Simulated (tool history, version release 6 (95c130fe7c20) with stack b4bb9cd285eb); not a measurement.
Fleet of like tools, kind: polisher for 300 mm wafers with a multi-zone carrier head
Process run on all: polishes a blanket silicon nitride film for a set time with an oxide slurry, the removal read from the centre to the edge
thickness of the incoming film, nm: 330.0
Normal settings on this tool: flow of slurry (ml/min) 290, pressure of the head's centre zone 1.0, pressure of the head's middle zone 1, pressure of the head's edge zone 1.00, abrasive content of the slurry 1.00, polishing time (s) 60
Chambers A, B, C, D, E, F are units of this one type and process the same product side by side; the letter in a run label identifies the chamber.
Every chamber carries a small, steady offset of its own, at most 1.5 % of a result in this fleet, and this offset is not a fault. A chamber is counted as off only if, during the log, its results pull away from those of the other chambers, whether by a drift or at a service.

run,day,flow of slurry (ml/min),pressure of the head's centre zone,pressure of the head's middle zone,pressure of the head's edge zone,abrasive content of the slurry,polishing time (s),film removed at the wafer's centre (nm),film removed at mid-radius (nm),film removed at the wafer's edge (nm)
# day 0.100: chamber D: edge zone pressure recalibrated
1E,0.617,290,1.0,1,1.00,1.00,60,48.043,47.250,45.509
# day 0.879: chamber A: worn pad replaced by a new one
2D,1.033,290,1.0,1,1.00,1.00,60,46.073,46.954,46.563
3B,1.379,290,1.0,1,1.00,1.00,60,45.443,45.867,47.049
# day 1.550: chamber B: worn pad replaced by a new one
# day 1.562: chamber B: slurry nozzle cleaned
4C,2.000,290,1.0,1,1.00,1.00,60,46.498,47.305,45.574
# day 2.279: chamber F: worn pad replaced by a new one
# day 2.425: chamber C: worn pad replaced by a new one
5F,2.583,290,1.0,1,1.00,1.00,60,46.713,46.582,46.633
# day 2.683: chamber E: slurry nozzle cleaned
# day 3.000: chamber E: worn pad replaced by a new one
6A,3.125,290,1.0,1,1.00,1.00,60,46.590,47.562,45.815
# day 3.292: chamber D: slurry nozzle cleaned
7A,3.554,290,1.0,1,1.00,1.20,60,50.312,50.619,49.496
# day 3.696: chamber F: slurry nozzle cleaned
8B,4.162,290,1.0,1,1.00,1.20,60,48.823,50.960,50.123
# day 4.250: chamber D: worn pad replaced by a new one
9C,4.533,290,1.0,1,1.00,1.20,60,51.041,50.702,50.774
# day 4.746: chamber A: worn pad replaced by a new one
# day 4.771: chamber E: edge zone pressure recalibrated
10E,4.929,290,1.0,1,1.00,1.20,60,51.064,49.721,50.034
# day 5.267: chamber A: centre zone pressure recalibrated
11F,5.462,290,1.0,1,1.00,1.20,60,50.554,50.245,50.096
12D,6.121,290,1.0,1,1.00,1.20,60,51.676,51.479,50.005
# day 6.192: chamber C: worn pad replaced by a new one
# day 6.446: chamber E: worn pad replaced by a new one
13E,6.617,290,1.0,1,1.00,1.00,60,48.092,46.722,45.728
# day 6.842: chamber F: worn pad replaced by a new one
# day 6.892: chamber B: worn pad replaced by a new one
14F,7.162,290,1.0,1,1.00,1.00,60,47.679,46.918,46.044
# day 7.242: chamber A: edge zone pressure recalibrated
# day 7.271: chamber C: centre zone pressure recalibrated
15B,7.642,290,1.0,1,1.07,0.75,60,40.230,40.544,41.318
16C,8.033,290,1.0,1,1.07,0.75,60,36.932,40.570,41.378
17A,8.329,290,1.0,1,1.07,0.75,60,41.784,39.165,41.917
# day 8.842: chamber A: worn pad replaced by a new one
18D,8.862,290,1.0,1,1.07,0.75,60,40.094,40.921,42.174
19B,9.350,290,1.0,1,1.07,0.75,60,40.157,40.082,42.630
20F,9.754,290,1.0,1,1.07,0.75,60,40.783,41.426,41.836
# day 9.812: chamber E: worn pad replaced by a new one
# day 9.871: chamber C: worn pad replaced by a new one
21C,10.071,290,1.0,1,1.00,1.00,60,42.587,46.855,47.050
# day 10.608: chamber D: worn pad replaced by a new one
22A,10.758,220,1.0,1,1.00,1.00,60,45.212,45.681,44.439
23E,11.104,220,1.0,1,1.00,1.00,60,46.307,44.991,44.553
# day 11.479: chamber F: worn pad replaced by a new one
24D,11.621,220,1.0,1,1.00,1.00,60,45.021,44.521,45.675
# day 12.108: chamber B: worn pad replaced by a new one
25F,12.183,220,1.0,1,1.00,1.00,60,44.817,44.668,45.894
# day 12.354: chamber A: worn pad replaced by a new one
26C,12.742,220,1.0,1,1.00,1.00,60,40.506,44.626,45.872
# day 13.179: chamber C: worn pad replaced by a new one
# day 13.238: chamber D: slurry nozzle cleaned
27D,13.346,220,1.0,1,1.00,1.00,60,45.324,45.222,45.624
# day 13.850: chamber E: worn pad replaced by a new one
28A,13.938,290,1.0,1,1.00,1.00,60,46.442,47.547,46.037
29B,14.500,290,1.0,1,1.00,1.00,60,46.441,46.674,47.447
# day 15.088: chamber C: slurry nozzle cleaned
30E,15.192,290,1.0,1,1.00,1.00,60,47.103,46.735,46.844
31A,15.675,290,1.0,1,1.00,1.00,60,46.892,46.469,47.224
# day 15.683: chamber B: slurry nozzle cleaned
# day 15.771: chamber F: worn pad replaced by a new one
# day 15.883: chamber D: worn pad replaced by a new one
32C,15.988,290,1.1,1,1.00,0.75,60,40.013,39.680,41.320
# day 16.154: chamber B: worn pad replaced by a new one
33E,16.350,290,1.1,1,1.00,0.75,60,45.291,40.601,39.815
34D,17.038,290,1.1,1,1.00,0.75,60,44.737,40.599,40.798
35B,17.683,290,1.1,1,1.00,0.75,60,44.573,39.910,40.563
36F,18.204,290,1.1,1,1.00,0.75,60,45.696,39.970,40.247

Is one chamber off against the others, does the gauge drift, or is nothing wrong? If a chamber is off, say which, and what the likeliest cause is.

Chamber C came out of a service off from its peers and stayed that way.
Cause: centre zone's pressure below its setpoint, % = 8.25.

Which of the 4 candidates below, each the usual settings with something changed and its results left as question marks, puts chamber C back in line with what the other chambers give on the usual settings?
Allowed miss from the other chambers' usual-settings mean, per result, to count as in line: film removed at the wafer's centre (nm) 2.000; film removed at mid-radius (nm) 1.900; film removed at the wafer's edge (nm) 1.700
37C-1,18.700,290,0.98,1.00,1.01,1.00,60,?,?,?
37C-2,18.700,295,1.08,0.99,0.97,1.00,60,?,?,?
37C-3,18.700,285,0.92,1.01,1.03,1.00,60,?,?,?
37C-4,18.700,290,1.02,1.00,0.99,1.00,60,?,?,?

Other chambers, usual settings, mean: film removed at the wafer's centre (nm) 46.661; film removed at mid-radius (nm) 46.543; film removed at the wafer's edge (nm) 46.484
run,film removed at the wafer's centre (nm),film removed at mid-radius (nm),film removed at the wafer's edge (nm)
37C-1,41.523,46.659,46.831
37C-2,46.347,46.296,45.904
37C-3,38.606,47.009,47.255
37C-4,43.419,46.651,46.334
Change 37C-2 lands the chamber within the allowed miss of the other chambers.

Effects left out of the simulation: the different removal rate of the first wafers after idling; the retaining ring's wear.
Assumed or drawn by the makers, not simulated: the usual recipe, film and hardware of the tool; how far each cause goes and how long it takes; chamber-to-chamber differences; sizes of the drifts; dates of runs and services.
